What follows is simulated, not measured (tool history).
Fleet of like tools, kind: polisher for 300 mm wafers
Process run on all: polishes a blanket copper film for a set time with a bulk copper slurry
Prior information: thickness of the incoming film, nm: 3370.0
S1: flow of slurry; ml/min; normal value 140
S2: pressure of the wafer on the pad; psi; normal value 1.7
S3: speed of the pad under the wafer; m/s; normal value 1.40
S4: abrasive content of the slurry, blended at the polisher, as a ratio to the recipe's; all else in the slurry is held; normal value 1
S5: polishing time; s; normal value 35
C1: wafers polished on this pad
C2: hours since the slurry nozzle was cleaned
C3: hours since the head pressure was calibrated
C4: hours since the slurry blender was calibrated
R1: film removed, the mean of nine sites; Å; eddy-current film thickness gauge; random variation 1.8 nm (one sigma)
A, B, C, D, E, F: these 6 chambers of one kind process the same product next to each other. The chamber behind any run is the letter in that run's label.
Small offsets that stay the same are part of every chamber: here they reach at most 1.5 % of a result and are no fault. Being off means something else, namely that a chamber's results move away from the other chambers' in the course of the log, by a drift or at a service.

| run | day | S1 | S2 | S3 | S4 | S5 | C1 | C2 | C3 | C4 | R1 |
|---|---|---|---|---|---|---|---|---|---|---|---|
|  | 0.258 | chamber B: worn pad replaced by a new one |
| 1C | 0.312 | 140 | 1.7 | 1.40 | 1 | 35 | 722 | 23.3 | 561.7 | 94.9 | 2259.5 |
|  | 0.433 | chamber C: slurry blender recalibrated |
|  | 0.896 | chamber B: slurry nozzle cleaned |
|  | 0.900 | chamber E: worn pad replaced by a new one |
| 2F | 0.933 | 140 | 1.7 | 1.40 | 1 | 35 | 558 | 162.0 | 220.4 | 229.0 | 2269.7 |
|  | 1.175 | chamber F: slurry blender recalibrated |
| 3B | 1.288 | 140 | 1.7 | 1.40 | 1 | 35 | 341 | 9.5 | 840.5 | 108.5 | 2297.8 |
|  | 1.658 | chamber E: head pressure recalibrated |
| 4A | 1.704 | 140 | 1.7 | 1.40 | 1 | 35 | 956 | 357.8 | 1518.1 | 53.3 | 2214.7 |
|  | 1.850 | chamber B: slurry blender recalibrated |
| 5E | 2.292 | 140 | 1.7 | 1.40 | 1 | 35 | 461 | 60.8 | 15.2 | 268.7 | 2204.7 |
| 6D | 2.608 | 140 | 1.7 | 1.40 | 1 | 35 | 880 | 297.5 | 430.0 | 111.6 | 2265.6 |
|  | 2.675 | chamber C: worn pad replaced by a new one |
| 7F | 3.162 | 140 | 1.7 | 1.40 | 1 | 35 | 1297 | 215.5 | 273.9 | 47.8 | 2266.4 |
|  | 3.267 | chamber A: worn pad replaced by a new one |
|  | 3.650 | chamber D: worn pad replaced by a new one |
|  | 3.692 | chamber B: worn pad replaced by a new one |
| 8C | 3.754 | 140 | 2.2 | 1.58 | 1 | 35 | 358 | 105.9 | 644.3 | 79.8 | 3313.6 |
|  | 3.900 | chamber C: head pressure recalibrated |
|  | 3.921 | chamber F: worn pad replaced by a new one |
|  | 4.121 | chamber A: head pressure recalibrated |
|  | 4.350 | chamber E: slurry blender recalibrated |
| 9D | 4.446 | 140 | 2.2 | 1.58 | 1 | 35 | 264 | 341.6 | 474.1 | 155.7 | 3309.8 |
|  | 4.450 | chamber B: head pressure recalibrated |
| 10A | 4.867 | 140 | 2.2 | 1.58 | 1 | 35 | 531 | 433.7 | 17.9 | 129.2 | 3212.7 |
|  | 5.096 | chamber C: slurry blender recalibrated |
|  | 5.312 | chamber E: worn pad replaced by a new one |
|  | 5.538 | chamber A: slurry blender recalibrated |
| 11E | 5.538 | 140 | 2.2 | 1.58 | 1 | 35 | 75 | 138.7 | 93.1 | 28.6 | 3271.9 |
| 12B | 6.079 | 140 | 2.2 | 1.58 | 1 | 35 | 791 | 124.5 | 39.1 | 101.5 | 3277.6 |
|  | 6.371 | chamber C: worn pad replaced by a new one |
| 13C | 6.729 | 140 | 2.2 | 1.58 | 1 | 35 | 118 | 177.3 | 68.0 | 39.2 | 3315.9 |
|  | 7.012 | chamber F: slurry nozzle cleaned |
|  | 7.175 | chamber D: worn pad replaced by a new one |
| 14B | 7.317 | 140 | 1.7 | 1.40 | 1 | 35 | 1201 | 154.2 | 68.8 | 131.2 | 2257.8 |
|  | 7.521 | chamber B: slurry blender recalibrated |
|  | 7.671 | chamber A: worn pad replaced by a new one |
| 15F | 7.688 | 170 | 1.7 | 1.66 | 1 | 35 | 1248 | 16.3 | 382.5 | 156.4 | 2706.0 |
|  | 7.729 | chamber B: worn pad replaced by a new one |
|  | 7.746 | chamber F: worn pad replaced by a new one |
| 16E | 8.383 | 170 | 1.7 | 1.66 | 1 | 35 | 1018 | 207.0 | 161.4 | 96.9 | 2748.3 |
| 17A | 8.879 | 170 | 1.7 | 1.66 | 1 | 35 | 400 | 530.0 | 114.2 | 80.3 | 2743.1 |
| 18D | 9.479 | 170 | 1.7 | 1.66 | 1 | 35 | 764 | 462.4 | 594.9 | 276.5 | 2742.7 |
|  | 9.767 | chamber E: worn pad replaced by a new one |
| 19A | 9.904 | 170 | 1.7 | 1.66 | 1 | 35 | 740 | 554.6 | 138.8 | 104.9 | 2701.4 |
|  | 9.946 | chamber C: slurry blender recalibrated |
| 20B | 10.233 | 170 | 1.7 | 1.66 | 1 | 35 | 830 | 224.2 | 138.8 | 65.1 | 2791.5 |
|  | 10.371 | chamber C: slurry nozzle cleaned |
| 21F | 10.642 | 140 | 1.7 | 1.40 | 1 | 35 | 960 | 87.2 | 453.4 | 227.3 | 2232.1 |
|  | 10.983 | chamber C: worn pad replaced by a new one |
|  | 11.021 | chamber D: slurry nozzle cleaned |
|  | 11.162 | chamber D: worn pad replaced by a new one |
| 22E | 11.258 | 140 | 1.7 | 1.40 | 1 | 35 | 495 | 276.0 | 230.4 | 165.9 | 2242.1 |
|  | 11.471 | chamber F: worn pad replaced by a new one |
|  | 11.508 | chamber B: worn pad replaced by a new one |
| 23D | 11.842 | 140 | 1.7 | 1.40 | 1 | 35 | 225 | 19.7 | 651.6 | 333.2 | 2210.2 |
|  | 11.883 | chamber F: slurry blender recalibrated |
|  | 12.121 | chamber A: worn pad replaced by a new one |
| 24C | 12.242 | 140 | 1.7 | 1.40 | 1 | 35 | 417 | 44.9 | 200.3 | 55.2 | 2260.3 |
|  | 12.258 | chamber A: slurry blender recalibrated |
|  | 12.467 | chamber D: head pressure recalibrated |
|  | 12.562 | chamber D: slurry blender recalibrated |
|  | 12.721 | chamber B: slurry nozzle cleaned |
| 25D | 12.900 | 140 | 1.7 | 1.40 | 1 | 35 | 576 | 45.1 | 10.5 | 8.2 | 2249.7 |
|  | 13.167 | chamber B: slurry blender recalibrated |
| 26E | 13.458 | 165 | 1.7 | 1.40 | 1 | 35 | 1224 | 328.8 | 283.2 | 218.7 | 2284.6 |
| 27B | 13.942 | 165 | 1.7 | 1.40 | 1 | 35 | 806 | 29.4 | 227.8 | 18.6 | 2316.9 |
|  | 14.000 | chamber E: worn pad replaced by a new one |
|  | 14.021 | chamber C: slurry blender recalibrated |
| 28F | 14.588 | 165 | 1.7 | 1.40 | 1 | 35 | 1033 | 181.9 | 548.1 | 64.9 | 2310.4 |
|  | 14.721 | chamber C: worn pad replaced by a new one |
| 29C | 15.254 | 165 | 1.7 | 1.40 | 1 | 35 | 177 | 117.2 | 272.6 | 29.7 | 2328.2 |
|  | 15.288 | chamber D: worn pad replaced by a new one |
|  | 15.642 | chamber F: worn pad replaced by a new one |
| 30A | 15.708 | 165 | 1.7 | 1.40 | 1 | 35 | 1189 | 693.9 | 278.1 | 82.9 | 2203.3 |
|  | 15.812 | chamber B: worn pad replaced by a new one |
|  | 16.000 | chamber E: slurry nozzle cleaned |
| 31D | 16.350 | 165 | 1.7 | 1.40 | 1 | 35 | 352 | 127.9 | 93.3 | 91.0 | 2268.3 |
|  | 16.500 | chamber E: slurry blender recalibrated |
|  | 16.617 | chamber A: worn pad replaced by a new one |
| 32B | 16.892 | 140 | 1.7 | 1.40 | 1 | 35 | 358 | 100.2 | 298.6 | 89.4 | 2258.9 |
| 33C | 17.554 | 175 | 1.4 | 1.40 | 1 | 35 | 939 | 172.4 | 327.8 | 84.9 | 1920.8 |
|  | 17.658 | chamber E: worn pad replaced by a new one |
| 34F | 18.192 | 175 | 1.4 | 1.40 | 1 | 35 | 845 | 268.4 | 634.6 | 151.4 | 1920.5 |
|  | 18.350 | chamber A: slurry blender recalibrated |
|  | 18.604 | chamber B: slurry blender recalibrated |
| 35A | 18.792 | 175 | 1.4 | 1.40 | 1 | 35 | 721 | 767.9 | 352.1 | 10.7 | 1793.3 |
| 36E | 19.183 | 175 | 1.4 | 1.40 | 1 | 35 | 506 | 76.5 | 420.6 | 64.5 | 1892.2 |
|  | 19.250 | chamber B: worn pad replaced by a new one |
|  | 19.467 | chamber F: head pressure recalibrated |
| 37F | 19.729 | 175 | 1.4 | 1.40 | 1 | 35 | 1355 | 305.3 | 6.4 | 188.3 | 1914.1 |
| 38B | 20.104 | 175 | 1.4 | 1.40 | 1 | 35 | 283 | 177.3 | 375.7 | 36.0 | 1916.3 |

The same settings go to every chamber for the next run, one line per chamber below. Forecast the results for each:
| 39A | 20.604 | 140 | 2.1 | 1.40 | 1 | 35 |  |  |  |  | ? |
| 39B | 20.604 | 140 | 2.1 | 1.40 | 1 | 35 |  |  |  |  | ? |
| 39C | 20.604 | 140 | 2.1 | 1.40 | 1 | 35 |  |  |  |  | ? |
| 39D | 20.604 | 140 | 2.1 | 1.40 | 1 | 35 |  |  |  |  | ? |
| 39E | 20.604 | 140 | 2.1 | 1.40 | 1 | 35 |  |  |  |  | ? |
| 39F | 20.604 | 140 | 2.1 | 1.40 | 1 | 35 |  |  |  |  | ? |

| run | R1 |
|---|---|
| 39A | 2496.0 |
| 39B | 2784.3 |
| 39C | 2782.2 |
| 39D | 2778.5 |
| 39E | 2774.7 |
| 39F | 2711.4 |

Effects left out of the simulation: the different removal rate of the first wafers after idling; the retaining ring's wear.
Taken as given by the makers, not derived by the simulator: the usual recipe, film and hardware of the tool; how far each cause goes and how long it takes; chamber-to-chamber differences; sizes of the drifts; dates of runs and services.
